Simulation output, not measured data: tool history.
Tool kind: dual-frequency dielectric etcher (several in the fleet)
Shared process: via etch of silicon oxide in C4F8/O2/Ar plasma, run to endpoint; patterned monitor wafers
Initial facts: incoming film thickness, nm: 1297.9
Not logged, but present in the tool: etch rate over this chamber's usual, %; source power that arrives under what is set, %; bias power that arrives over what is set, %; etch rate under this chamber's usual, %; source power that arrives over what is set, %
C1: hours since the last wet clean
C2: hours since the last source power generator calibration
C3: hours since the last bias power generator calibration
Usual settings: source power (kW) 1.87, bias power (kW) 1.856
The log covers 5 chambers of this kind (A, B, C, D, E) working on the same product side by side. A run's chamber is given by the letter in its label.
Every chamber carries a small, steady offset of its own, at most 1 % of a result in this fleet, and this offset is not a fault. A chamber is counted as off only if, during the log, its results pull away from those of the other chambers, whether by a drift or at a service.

run 1C hour=10.7 | source_power_(kW)=1.87 bias_power_(kW)=1.856 | C1=447.1 C2=3779.2 C3=826.1 | endpoint_time_(s)=269.69
run 2B hour=18.1 | source_power_(kW)=1.87 bias_power_(kW)=1.856 | C1=546.7 C2=400.2 C3=2770 | endpoint_time_(s)=268.5
run 3E hour=23.2 | source_power_(kW)=1.87 bias_power_(kW)=1.856 | C1=26.7 C2=1404.1 C3=645.4 | endpoint_time_(s)=269.88
run 4D hour=30 | source_power_(kW)=1.87 bias_power_(kW)=1.856 | C1=301.4 C2=73.7 C3=1618.9 | endpoint_time_(s)=269.05
run 5A hour=36.3 | source_power_(kW)=1.87 bias_power_(kW)=1.856 | C1=116.6 C2=2085.8 C3=1832.8 | endpoint_time_(s)=271.59
-- hour=37 chamber D: wet clean of the chamber
run 6B hour=41.5 | source_power_(kW)=1.44 bias_power_(kW)=1.856 | C1=570.1 C2=423.6 C3=2793.4 | endpoint_time_(s)=298.03
run 7D hour=50.9 | source_power_(kW)=1.44 bias_power_(kW)=1.856 | C1=13.9 C2=94.6 C3=1639.8 | endpoint_time_(s)=300.82
run 8E hour=59.7 | source_power_(kW)=1.44 bias_power_(kW)=1.856 | C1=63.2 C2=1440.6 C3=681.9 | endpoint_time_(s)=296.17
-- hour=61.9 chamber B: bias power generator calibrated
run 9C hour=64.7 | source_power_(kW)=1.44 bias_power_(kW)=1.856 | C1=501.1 C2=3833.2 C3=880.1 | endpoint_time_(s)=294.92
-- hour=65.8 chamber C: source power generator calibrated
run 10A hour=73.7 | source_power_(kW)=1.44 bias_power_(kW)=1.856 | C1=154 C2=2123.2 C3=1870.2 | endpoint_time_(s)=298.54
run 11C hour=80.1 | source_power_(kW)=1.87 bias_power_(kW)=1.856 | C1=516.5 C2=14.4 C3=895.5 | endpoint_time_(s)=268.65
run 12B hour=91.3 | source_power_(kW)=1.87 bias_power_(kW)=1.856 | C1=619.9 C2=473.4 C3=29.5 | endpoint_time_(s)=274.35
run 13E hour=98.6 | source_power_(kW)=1.87 bias_power_(kW)=1.856 | C1=102.1 C2=1479.5 C3=720.8 | endpoint_time_(s)=267.13
-- hour=103.6 chamber C: wet clean of the chamber
run 14A hour=104.4 | source_power_(kW)=1.87 bias_power_(kW)=1.856 | C1=184.7 C2=2153.9 C3=1900.9 | endpoint_time_(s)=271.2
run 15D hour=111.9 | source_power_(kW)=1.87 bias_power_(kW)=1.856 | C1=74.9 C2=155.6 C3=1700.8 | endpoint_time_(s)=266.39
run 16A hour=121.2 | source_power_(kW)=2.03 bias_power_(kW)=1.575 | C1=201.5 C2=2170.7 C3=1917.7 | endpoint_time_(s)=273.11
-- hour=126.9 chamber B: wet clean of the chamber
run 17B hour=130.8 | source_power_(kW)=2.03 bias_power_(kW)=1.575 | C1=4 C2=512.9 C3=69 | endpoint_time_(s)=276.79
run 18D hour=136.9 | source_power_(kW)=2.03 bias_power_(kW)=1.575 | C1=99.9 C2=180.6 C3=1725.8 | endpoint_time_(s)=275.66
run 19C hour=144.2 | source_power_(kW)=2.03 bias_power_(kW)=1.575 | C1=40.6 C2=78.5 C3=959.6 | endpoint_time_(s)=267.91
run 20E hour=152.8 | source_power_(kW)=2.03 bias_power_(kW)=1.575 | C1=156.3 C2=1533.7 C3=775 | endpoint_time_(s)=268.87
run 21D hour=163.5 | source_power_(kW)=1.87 bias_power_(kW)=1.856 | C1=126.5 C2=207.2 C3=1752.4 | endpoint_time_(s)=268.28
run 22A hour=173.8 | source_power_(kW)=1.87 bias_power_(kW)=1.856 | C1=254.1 C2=2223.3 C3=1970.3 | endpoint_time_(s)=274.28
run 23E hour=179.7 | source_power_(kW)=1.53 bias_power_(kW)=1.625 | C1=183.2 C2=1560.6 C3=801.9 | endpoint_time_(s)=305.83
run 24C hour=186 | source_power_(kW)=1.53 bias_power_(kW)=1.625 | C1=82.4 C2=120.3 C3=1001.4 | endpoint_time_(s)=299.5
run 25B hour=192.2 | source_power_(kW)=1.53 bias_power_(kW)=1.625 | C1=65.4 C2=574.3 C3=130.4 | endpoint_time_(s)=298.42
run 26D hour=197.7 | source_power_(kW)=1.53 bias_power_(kW)=1.625 | C1=160.7 C2=241.4 C3=1786.6 | endpoint_time_(s)=301.75
run 27B hour=205.2 | source_power_(kW)=1.53 bias_power_(kW)=1.625 | C1=78.4 C2=587.3 C3=143.4 | endpoint_time_(s)=304.51
run 28A hour=212.7 | source_power_(kW)=2.02 bias_power_(kW)=1.483 | C1=293 C2=2262.2 C3=2009.2 | endpoint_time_(s)=277.53
run 29C hour=219.9 | source_power_(kW)=2.02 bias_power_(kW)=1.483 | C1=116.3 C2=154.2 C3=1035.3 | endpoint_time_(s)=275.74
run 30E hour=230.1 | source_power_(kW)=2.02 bias_power_(kW)=1.483 | C1=233.6 C2=1611 C3=852.3 | endpoint_time_(s)=275.06
run 31C hour=237.9 | source_power_(kW)=2.02 bias_power_(kW)=1.483 | C1=134.3 C2=172.2 C3=1053.3 | endpoint_time_(s)=276.05
run 32A hour=243.7 | source_power_(kW)=2.02 bias_power_(kW)=1.483 | C1=324 C2=2293.2 C3=2040.2 | endpoint_time_(s)=279.8
run 33E hour=250.1 | source_power_(kW)=1.87 bias_power_(kW)=1.856 | C1=253.6 C2=1631 C3=872.3 | endpoint_time_(s)=265.91
run 34D hour=258.9 | source_power_(kW)=1.87 bias_power_(kW)=1.856 | C1=221.9 C2=302.6 C3=1847.8 | endpoint_time_(s)=269.36
run 35B hour=268 | source_power_(kW)=1.87 bias_power_(kW)=1.856 | C1=141.2 C2=650.1 C3=206.2 | endpoint_time_(s)=271
run 36C hour=278.5 | source_power_(kW)=1.87 bias_power_(kW)=1.856 | C1=174.9 C2=212.8 C3=1093.9 | endpoint_time_(s)=271.76
run 37D hour=286.1 | source_power_(kW)=1.87 bias_power_(kW)=1.856 | C1=249.1 C2=329.8 C3=1875 | endpoint_time_(s)=266.59
run 38B hour=295.5 | source_power_(kW)=1.87 bias_power_(kW)=2.01 | C1=168.7 C2=677.6 C3=233.7 | endpoint_time_(s)=264.54
run 39A hour=302.2 | source_power_(kW)=1.87 bias_power_(kW)=2.01 | C1=382.5 C2=2351.7 C3=2098.7 | endpoint_time_(s)=265.94

All 5 chambers run these settings next. Forecast each chamber's results:
run 40A hour=310.3 | source_power_(kW)=1.87 bias_power_(kW)=1.856 | endpoint_time_(s)=?
run 40B hour=310.3 | source_power_(kW)=1.87 bias_power_(kW)=1.856 | endpoint_time_(s)=?
run 40C hour=310.3 | source_power_(kW)=1.87 bias_power_(kW)=1.856 | endpoint_time_(s)=?
run 40D hour=310.3 | source_power_(kW)=1.87 bias_power_(kW)=1.856 | endpoint_time_(s)=?
run 40E hour=310.3 | source_power_(kW)=1.87 bias_power_(kW)=1.856 | endpoint_time_(s)=?

run=40A endpoint_time_(s)=276.31
run=40B endpoint_time_(s)=271.28
run=40C endpoint_time_(s)=268.24
run=40D endpoint_time_(s)=268.19
run=40E endpoint_time_(s)=270.76
